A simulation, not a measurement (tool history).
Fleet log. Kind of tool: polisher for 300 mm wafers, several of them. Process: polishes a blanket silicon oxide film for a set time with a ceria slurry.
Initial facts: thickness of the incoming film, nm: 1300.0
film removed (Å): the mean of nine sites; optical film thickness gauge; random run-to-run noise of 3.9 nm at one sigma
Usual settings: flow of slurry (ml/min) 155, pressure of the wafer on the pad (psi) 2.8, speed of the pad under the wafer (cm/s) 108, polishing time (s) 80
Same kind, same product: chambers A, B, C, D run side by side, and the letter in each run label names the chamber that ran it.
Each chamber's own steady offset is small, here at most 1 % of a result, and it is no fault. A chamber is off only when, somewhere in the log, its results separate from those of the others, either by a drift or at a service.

run   hour  flow of slurry (ml/min)  pressure of the wafer on the pad (psi)  speed of the pad under the wafer (cm/s)  polishing time (s)  film removed (Å)
 1B    5.7                      155                                     2.8                                      108                  80            3135.4
 2A   10.8                      155                                     2.8                                      108                  80            3207.1
 3D   16.3                      155                                     2.8                                      108                  80            3154.8
 4C   21.9                      155                                     2.8                                      108                  80            3192.8
 5D   27.8                      155                                     2.8                                      108                  80            3075.0
 6C   31.8                      155                                     2.8                                      108                  80            3127.5
 7A   37.1                      155                                     2.8                                      108                  80            3195.0
 8B   41.6                      155                                     2.8                                      108                  80            3240.4
 9B   46.1                      155                                     2.8                                      108                  80            3185.5
10C   48.7                      155                                     2.8                                      108                  80            3102.9
11D   54.2                      155                                     2.8                                      108                  80            3087.2
12A   58.5                      155                                     3.7                                      132                  80            5111.0
13B   62.9                      155                                     3.7                                      132                  80            5012.9
14A   67.9                      155                                     3.7                                      132                  80            5005.1
15C   72.5                      155                                     3.7                                      132                  80            5048.2
16D   77.5                      155                                     2.8                                      108                  80            3021.9
17D   81.4                      155                                     2.8                                      108                  80            2937.5
18C   85.6                      155                                     2.8                                      108                  80            3107.8
19A   90.7                      155                                     2.8                                      108                  80            3207.2
20B   95.7                      155                                     2.8                                      108                  80            3195.9
21B  101.3                      155                                     2.8                                      140                  80            4043.4
22D  104.2                      155                                     2.8                                      140                  80            3819.9
23A  108.2                      155                                     2.8                                      140                  80            4198.4
24C  111.3                      155                                     2.8                                      140                  80            4112.1
25C  114.5                      155                                     2.8                                      108                  80            3116.9
26A  118.2                      155                                     2.8                                      108                  80            3203.4
27D  123.5                      190                                     1.9                                      108                  80            2014.6

Predict what each chamber gives when all 4 of them run the settings below next.
28A  127.7                      155                                     2.8                                      108                  80                 ?
28B  127.7                      155                                     2.8                                      108                  80                 ?
28C  127.7                      155                                     2.8                                      108                  80                 ?
28D  127.7                      155                                     2.8                                      108                  80                 ?

run  film removed (Å)
28A            3278.8
28B            3240.3
28C            3174.8
28D            2811.2
